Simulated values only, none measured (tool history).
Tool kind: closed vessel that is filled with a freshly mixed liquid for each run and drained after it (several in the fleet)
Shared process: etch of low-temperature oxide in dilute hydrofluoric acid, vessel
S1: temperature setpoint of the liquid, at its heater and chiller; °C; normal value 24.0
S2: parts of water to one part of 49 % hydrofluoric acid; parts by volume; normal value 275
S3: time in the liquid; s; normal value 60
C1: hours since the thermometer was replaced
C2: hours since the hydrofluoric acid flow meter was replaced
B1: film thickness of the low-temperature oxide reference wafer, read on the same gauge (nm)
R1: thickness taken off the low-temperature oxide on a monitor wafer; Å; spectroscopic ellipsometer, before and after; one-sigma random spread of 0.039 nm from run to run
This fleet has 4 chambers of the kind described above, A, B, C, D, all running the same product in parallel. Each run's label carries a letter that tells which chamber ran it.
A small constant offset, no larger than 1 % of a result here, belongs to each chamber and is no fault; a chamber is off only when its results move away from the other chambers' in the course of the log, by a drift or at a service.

| run | day | S1 | S2 | S3 | C1 | C2 | B1 | R1 |
|---|---|---|---|---|---|---|---|---|
| 1B | 0.229 | 24.0 | 275 | 60 | 1292.4 | 378.8 | 29.955 | 63.774 |
| 2A | 0.550 | 24.0 | 275 | 60 | 596.0 | 560.0 | 29.998 | 64.182 |
| 3C | 0.725 | 24.0 | 275 | 60 | 414.9 | 216.6 | 29.958 | 64.249 |
| 4D | 0.883 | 24.0 | 275 | 60 | 963.8 | 183.9 | 29.985 | 63.234 |
| 5A | 1.250 | 24.0 | 275 | 60 | 612.8 | 576.8 | 30.027 | 63.913 |
| 6B | 1.533 | 24.0 | 275 | 60 | 1323.7 | 410.1 | 29.994 | 63.472 |
| 7D | 1.833 | 24.0 | 275 | 60 | 986.6 | 206.7 | 29.999 | 64.363 |
| 8C | 2.162 | 20.5 | 275 | 30 | 449.4 | 251.1 | 29.980 | 28.240 |
| 9D | 2.475 | 20.5 | 275 | 30 | 1002.0 | 222.1 | 30.013 | 28.128 |
| 10A | 2.688 | 20.5 | 275 | 30 | 647.3 | 611.3 | 29.983 | 28.292 |
| 11C | 2.862 | 20.5 | 275 | 30 | 466.2 | 267.9 | 30.022 | 28.280 |
| 12B | 3.138 | 24.0 | 275 | 60 | 1362.2 | 448.6 | 29.999 | 64.425 |
| 13D | 3.417 | 24.0 | 275 | 60 | 1024.6 | 244.7 | 29.966 | 64.533 |
| 14C | 3.604 | 24.0 | 275 | 60 | 484.0 | 285.7 | 29.980 | 63.610 |
| 15B | 3.867 | 24.0 | 275 | 60 | 1379.7 | 466.1 | 30.017 | 65.762 |
| 16A | 4.096 | 24.0 | 275 | 60 | 681.1 | 645.1 | 29.995 | 64.250 |
| 17B | 4.392 | 24.0 | 275 | 60 | 1392.3 | 478.7 | 29.983 | 65.215 |
| 18D | 4.600 | 24.0 | 275 | 60 | 1053.0 | 273.1 | 29.991 | 63.690 |
| 19A | 4.767 | 24.0 | 275 | 60 | 697.2 | 661.2 | 30.010 | 64.864 |
| 20C | 5.121 | 24.0 | 275 | 60 | 520.4 | 322.1 | 30.008 | 63.955 |
| 21C | 5.308 | 24.0 | 275 | 60 | 524.9 | 326.6 | 30.012 | 64.048 |
| 22B | 5.646 | 24.0 | 275 | 60 | 1422.4 | 508.8 | 29.984 | 66.210 |
| 23A | 6.008 | 24.0 | 275 | 60 | 727.0 | 691.0 | 30.010 | 64.470 |
| 24D | 6.329 | 20.0 | 385 | 60 | 1094.5 | 314.6 | 30.045 | 35.517 |
| 25B | 6.521 | 20.0 | 385 | 60 | 1443.4 | 529.8 | 29.983 | 37.664 |
| 26A | 6.733 | 20.0 | 385 | 60 | 744.4 | 708.4 | 29.999 | 36.154 |
| 27D | 7.075 | 20.0 | 385 | 60 | 1112.4 | 332.5 | 29.988 | 35.654 |
| 28C | 7.396 | 24.0 | 275 | 60 | 575.0 | 376.7 | 29.985 | 63.388 |
| 29C | 7.625 | 24.0 | 275 | 60 | 580.5 | 382.2 | 30.010 | 63.741 |
| 30A | 7.792 | 24.0 | 275 | 60 | 769.8 | 733.8 | 29.982 | 63.973 |
| 31B | 8.008 | 21.5 | 275 | 30 | 1479.1 | 565.5 | 30.015 | 31.287 |
| 32D | 8.379 | 21.5 | 275 | 30 | 1143.7 | 363.8 | 30.012 | 29.186 |

For the next run the whole fleet of 4 chambers uses the same settings. Give each chamber's results:
| 33A | 8.642 | 24.0 | 275 | 60 |  |  |  | ? |
| 33B | 8.642 | 24.0 | 275 | 60 |  |  |  | ? |
| 33C | 8.642 | 24.0 | 275 | 60 |  |  |  | ? |
| 33D | 8.642 | 24.0 | 275 | 60 |  |  |  | ? |

| run | R1 |
|---|---|
| 33A | 63.747 |
| 33B | 68.933 |
| 33C | 64.095 |
| 33D | 64.046 |
